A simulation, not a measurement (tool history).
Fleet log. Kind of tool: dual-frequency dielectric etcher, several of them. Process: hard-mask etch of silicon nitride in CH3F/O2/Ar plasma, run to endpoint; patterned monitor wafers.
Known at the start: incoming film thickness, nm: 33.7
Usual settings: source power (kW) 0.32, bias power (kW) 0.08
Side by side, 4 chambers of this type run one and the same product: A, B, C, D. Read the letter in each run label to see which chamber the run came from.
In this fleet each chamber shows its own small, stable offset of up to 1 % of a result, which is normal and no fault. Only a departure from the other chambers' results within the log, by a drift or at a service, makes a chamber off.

| run | hour | source power (kW) | bias power (kW) | endpoint time (s) |
|---|---|---|---|---|
| 1B | 9.4 | 0.32 | 0.08 | 50.934 |
| 2C | 24.8 | 0.32 | 0.08 | 50.518 |
| 3A | 38.1 | 0.32 | 0.08 | 50.453 |
| 4D | 50.9 | 0.32 | 0.08 | 50.773 |
| 5D | 66.5 | 0.32 | 0.08 | 51.506 |
| 6A | 74.6 | 0.32 | 0.08 | 50.931 |
| 7C | 90.4 | 0.32 | 0.08 | 50.459 |
| 8B | 104.8 | 0.32 | 0.08 | 51.207 |
| 9D | 116.3 | 0.32 | 0.08 | 51.422 |
| 10A | 124.4 | 0.32 | 0.08 | 50.338 |
| 11C | 132.2 | 0.32 | 0.08 | 50.403 |
| 12B | 139.8 | 0.32 | 0.08 | 51.117 |
| 13B | 149.7 | 0.32 | 0.08 | 51.334 |
| 14C | 162.4 | 0.32 | 0.08 | 51.164 |
| 15D | 178.4 | 0.32 | 0.08 | 50.706 |
| 16A | 194.3 | 0.32 | 0.08 | 50.861 |
|  | 195.5 | chamber A: wet clean of the chamber |
| 17B | 209 | 0.32 | 0.08 | 50.864 |
| 18C | 217.4 | 0.32 | 0.08 | 51.186 |
| 19D | 229.7 | 0.32 | 0.08 | 50.863 |
| 20A | 241 | 0.32 | 0.08 | 51.524 |
| 21C | 253.2 | 0.32 | 0.08 | 51.04 |
| 22B | 266.8 | 0.32 | 0.08 | 51.786 |
| 23A | 277.1 | 0.32 | 0.08 | 51.329 |
| 24D | 292.8 | 0.35 | 0.08 | 49.537 |
| 25A | 303.7 | 0.35 | 0.08 | 49.547 |
| 26C | 311.8 | 0.35 | 0.08 | 49.041 |
| 27B | 323.4 | 0.35 | 0.08 | 49.511 |
| 28D | 331.5 | 0.32 | 0.08 | 51.295 |
| 29B | 341.4 | 0.32 | 0.088 | 49.687 |
| 30A | 356.9 | 0.32 | 0.088 | 49.661 |
| 31C | 366.2 | 0.32 | 0.088 | 49.531 |
| 32D | 377 | 0.32 | 0.088 | 50.131 |
| 33A | 387.3 | 0.32 | 0.08 | 50.934 |
| 34D | 402.8 | 0.32 | 0.08 | 50.795 |
| 35C | 418.2 | 0.32 | 0.08 | 51.029 |
| 36B | 430.4 | 0.32 | 0.08 | 50.964 |
| 37D | 438.7 | 0.24 | 0.064 | 60.112 |
|  | 441.1 | chamber C: source power generator calibrated |
| 38A | 449.3 | 0.24 | 0.064 | 61.352 |
| 39B | 459.6 | 0.24 | 0.064 | 61.615 |
| 40C | 468.2 | 0.24 | 0.064 | 61.428 |
|  | 473.9 | chamber B: source power generator calibrated |
| 41C | 482.6 | 0.32 | 0.08 | 51.286 |
| 42B | 497.2 | 0.32 | 0.08 | 50.827 |

Which is it: a chamber that has drifted or been left off by a service, a gauge drift common to all chambers, or only each chamber's usual small offset? If a chamber is off, name it and its likeliest cause.

No chamber stands off beyond its own small offset, and the gauge holds steady.

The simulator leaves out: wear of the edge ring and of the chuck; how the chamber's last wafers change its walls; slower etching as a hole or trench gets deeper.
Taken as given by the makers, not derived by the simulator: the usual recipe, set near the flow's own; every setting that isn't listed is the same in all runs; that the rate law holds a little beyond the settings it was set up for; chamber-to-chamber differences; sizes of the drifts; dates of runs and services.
